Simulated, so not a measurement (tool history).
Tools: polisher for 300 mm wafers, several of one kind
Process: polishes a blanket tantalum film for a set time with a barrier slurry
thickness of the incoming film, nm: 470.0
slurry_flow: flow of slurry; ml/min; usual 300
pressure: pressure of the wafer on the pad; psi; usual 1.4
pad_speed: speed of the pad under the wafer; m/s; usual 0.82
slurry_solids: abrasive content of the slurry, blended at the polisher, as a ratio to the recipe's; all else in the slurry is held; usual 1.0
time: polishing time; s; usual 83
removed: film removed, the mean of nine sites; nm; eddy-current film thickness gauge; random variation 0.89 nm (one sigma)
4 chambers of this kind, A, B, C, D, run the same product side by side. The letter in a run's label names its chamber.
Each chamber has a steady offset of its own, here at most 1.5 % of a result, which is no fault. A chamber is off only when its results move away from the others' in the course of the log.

run,day,slurry_flow,pressure,pad_speed,slurry_solids,time,wafers polished on this pad,hours since the slurry nozzle was cleaned,hours since the head pressure was calibrated,hours since the slurry blender was calibrated,removed
# day 0.162: chamber C: worn pad replaced by a new one
# day 0.221: chamber D: worn pad replaced by a new one
1A,0.262,300,1.4,0.82,1.0,83,543,374.8,566.5,55.3,68.281
2C,0.550,300,1.4,0.82,1.0,83,110,324.2,35.9,187.6,68.720
# day 0.567: chamber D: slurry blender recalibrated
3B,0.838,300,1.4,0.82,1.0,83,1183,769.6,674.6,165.0,68.816
4D,1.021,300,1.4,0.82,1.0,83,225,46.4,391.3,11.0,67.972
5B,1.204,300,1.4,0.82,1.0,83,1286,778.4,683.4,173.8,67.992
# day 1.379: chamber A: worn pad replaced by a new one
# day 1.396: chamber B: worn pad replaced by a new one
6D,1.517,300,1.4,0.82,1.0,83,365,58.3,403.2,22.9,67.862
7C,1.817,300,1.4,0.82,1.0,83,466,354.6,66.3,218.0,70.265
8A,2.025,300,1.4,0.82,1.0,83,182,417.1,608.8,97.6,68.289
9D,2.304,300,1.4,0.82,1.0,83,586,77.2,422.1,41.8,68.889
10C,2.538,300,1.4,0.82,1.0,83,669,371.9,83.6,235.3,68.179
11A,2.688,300,1.4,0.82,1.0,83,368,433.0,624.7,113.5,66.561
12B,2.833,300,1.4,0.82,1.0,83,404,817.5,722.5,212.9,68.762
# day 2.946: chamber B: slurry nozzle cleaned
13A,3.146,300,1.4,0.82,1.0,83,497,444.0,635.7,124.5,66.274
14C,3.317,300,1.4,0.82,1.0,83,888,390.6,102.3,254.0,68.714
15B,3.525,300,1.4,0.82,1.0,83,599,14.0,739.1,229.5,68.332
16D,3.817,300,1.4,0.82,1.0,83,1012,113.5,458.4,78.1,67.084
# day 4.004: chamber C: slurry nozzle cleaned
17B,4.012,300,1.4,0.82,1.0,83,736,25.7,750.8,241.2,68.312
18A,4.325,300,1.4,0.82,1.0,83,829,472.3,664.0,152.8,63.106
19D,4.479,300,1.4,0.82,1.0,83,1198,129.4,474.3,94.0,68.472
20C,4.754,300,1.4,0.82,1.0,83,1293,18.1,136.8,288.5,70.848
# day 4.817: chamber C: worn pad replaced by a new one
# day 4.938: chamber A: worn pad replaced by a new one
21B,5.062,300,1.1,0.82,1.0,83,1032,50.9,776.0,266.4,52.640
22C,5.396,300,1.1,0.82,1.0,83,163,33.5,152.2,303.9,53.643
23D,5.550,300,1.1,0.82,1.0,83,1500,155.1,500.0,119.7,53.513
24A,5.862,300,1.1,0.82,1.0,83,260,509.2,700.9,189.7,48.971
# day 6.092: chamber A: slurry blender recalibrated
25A,6.146,300,1.4,0.82,1.0,83,340,516.0,707.7,1.4,59.751

All 4 chambers run these settings next. Forecast each chamber's results:
26A,6.388,300,1.4,0.82,1.2,83,,,,,?
26B,6.388,300,1.4,0.82,1.2,83,,,,,?
26C,6.388,300,1.4,0.82,1.2,83,,,,,?
26D,6.388,300,1.4,0.82,1.2,83,,,,,?

run,removed
26A,62.493
26B,72.519
26C,71.863
26D,71.935

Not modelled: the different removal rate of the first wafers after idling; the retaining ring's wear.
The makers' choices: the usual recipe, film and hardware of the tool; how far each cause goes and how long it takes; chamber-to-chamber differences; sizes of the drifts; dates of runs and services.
